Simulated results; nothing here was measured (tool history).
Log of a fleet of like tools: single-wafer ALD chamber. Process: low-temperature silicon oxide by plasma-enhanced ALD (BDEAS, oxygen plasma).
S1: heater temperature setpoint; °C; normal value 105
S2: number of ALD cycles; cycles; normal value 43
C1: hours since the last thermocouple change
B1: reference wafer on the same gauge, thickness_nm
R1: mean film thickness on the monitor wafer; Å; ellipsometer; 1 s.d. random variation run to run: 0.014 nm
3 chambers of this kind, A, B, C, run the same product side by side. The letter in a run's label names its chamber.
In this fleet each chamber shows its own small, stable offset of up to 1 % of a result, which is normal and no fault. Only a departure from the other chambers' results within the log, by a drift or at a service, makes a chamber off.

Run 1B, hour 7.1: usual settings; C1 1402.9; B1 5.0475. Result: R1 60.72 Å.
Run 2A, hour 14: usual settings; C1 2133.1; B1 5.0525. Result: R1 61.031 Å.
Run 3C, hour 26: usual settings; C1 2953.6; B1 5.0502. Result: R1 61.366 Å.
Run 4B, hour 39: usual settings; C1 1434.8; B1 5.0487. Result: R1 60.851 Å.
Run 5A, hour 45.5: usual settings; C1 2164.6; B1 5.0506. Result: R1 60.893 Å.
Run 6C, hour 54.3: usual settings but S1 119 °C, S2 36 cycles; C1 2981.9; B1 5.0462. Result: R1 50.011 Å.
Run 7A, hour 61: usual settings but S1 119 °C, S2 36 cycles; C1 2180.1; B1 5.0497. Result: R1 49.793 Å.
Run 8B, hour 69.3: usual settings but S1 119 °C, S2 36 cycles; C1 1465.1; B1 5.0492. Result: R1 49.517 Å.
Run 9C, hour 83.4: usual settings; C1 3011; B1 5.0459. Result: R1 61.221 Å.
Run 10B, hour 94.3: usual settings but S1 118 °C; C1 1490.1; B1 5.0493. Result: R1 59.268 Å.
Run 11C, hour 106.9: usual settings but S1 118 °C; C1 3034.5; B1 5.0471. Result: R1 59.746 Å.
At hour 113.1: chamber C: thermocouple changed; heater temperature recalibrated.
Run 12A, hour 117.1: usual settings but S1 118 °C; C1 2236.2; B1 5.0508. Result: R1 59.375 Å.
Run 13C, hour 125.9: usual settings; C1 12.9; B1 5.048. Result: R1 62.116 Å.
Run 14A, hour 135.1: usual settings but S2 36 cycles; C1 2254.2; B1 5.0537. Result: R1 50.92 Å.
Run 15B, hour 142: usual settings but S2 36 cycles; C1 1537.8; B1 5.0515. Result: R1 50.909 Å.
Run 16A, hour 154.4: usual settings but S2 36 cycles; C1 2273.5; B1 5.0476. Result: R1 50.99 Å.
Run 17B, hour 166.9: usual settings but S1 98 °C, S2 47 cycles; C1 1562.7; B1 5.0524. Result: R1 67.227 Å.
Run 18C, hour 174.3: usual settings but S1 98 °C, S2 47 cycles; C1 61.3; B1 5.0506. Result: R1 69.316 Å.
Run 19B, hour 181.8: usual settings but S1 98 °C, S2 47 cycles; C1 1577.6; B1 5.0492. Result: R1 67.357 Å.
Run 20A, hour 188.8: usual settings; C1 2307.9; B1 5.0507. Result: R1 61.152 Å.
Run 21C, hour 202.2: usual settings but S2 37 cycles; C1 89.2; B1 5.0506. Result: R1 53.235 Å.
Run 22A, hour 216.3: usual settings but S2 37 cycles; C1 2335.4; B1 5.0503. Result: R1 52.205 Å.
Run 23C, hour 227.3: usual settings but S2 37 cycles; C1 114.3; B1 5.0482. Result: R1 53.432 Å.
Run 24B, hour 239.3: usual settings; C1 1635.1; B1 5.0478. Result: R1 60.657 Å.
Run 25A, hour 249.2: usual settings; C1 2368.3; B1 5.0509. Result: R1 60.819 Å.
Run 26C, hour 257.8: usual settings; C1 144.8; B1 5.0484. Result: R1 61.871 Å.
Run 27B, hour 269.5: usual settings; C1 1665.3; B1 5.0525. Result: R1 60.931 Å.

All 3 chambers run these settings next. Forecast each chamber's results:
Run 28A, hour 279.6: usual settings but S1 118 °C. Result: R1 ?.
Run 28B, hour 279.6: usual settings but S1 118 °C. Result: R1 ?.
Run 28C, hour 279.6: usual settings but S1 118 °C. Result: R1 ?.

run      R1
28A  59.179
28B  59.294
28C  60.304

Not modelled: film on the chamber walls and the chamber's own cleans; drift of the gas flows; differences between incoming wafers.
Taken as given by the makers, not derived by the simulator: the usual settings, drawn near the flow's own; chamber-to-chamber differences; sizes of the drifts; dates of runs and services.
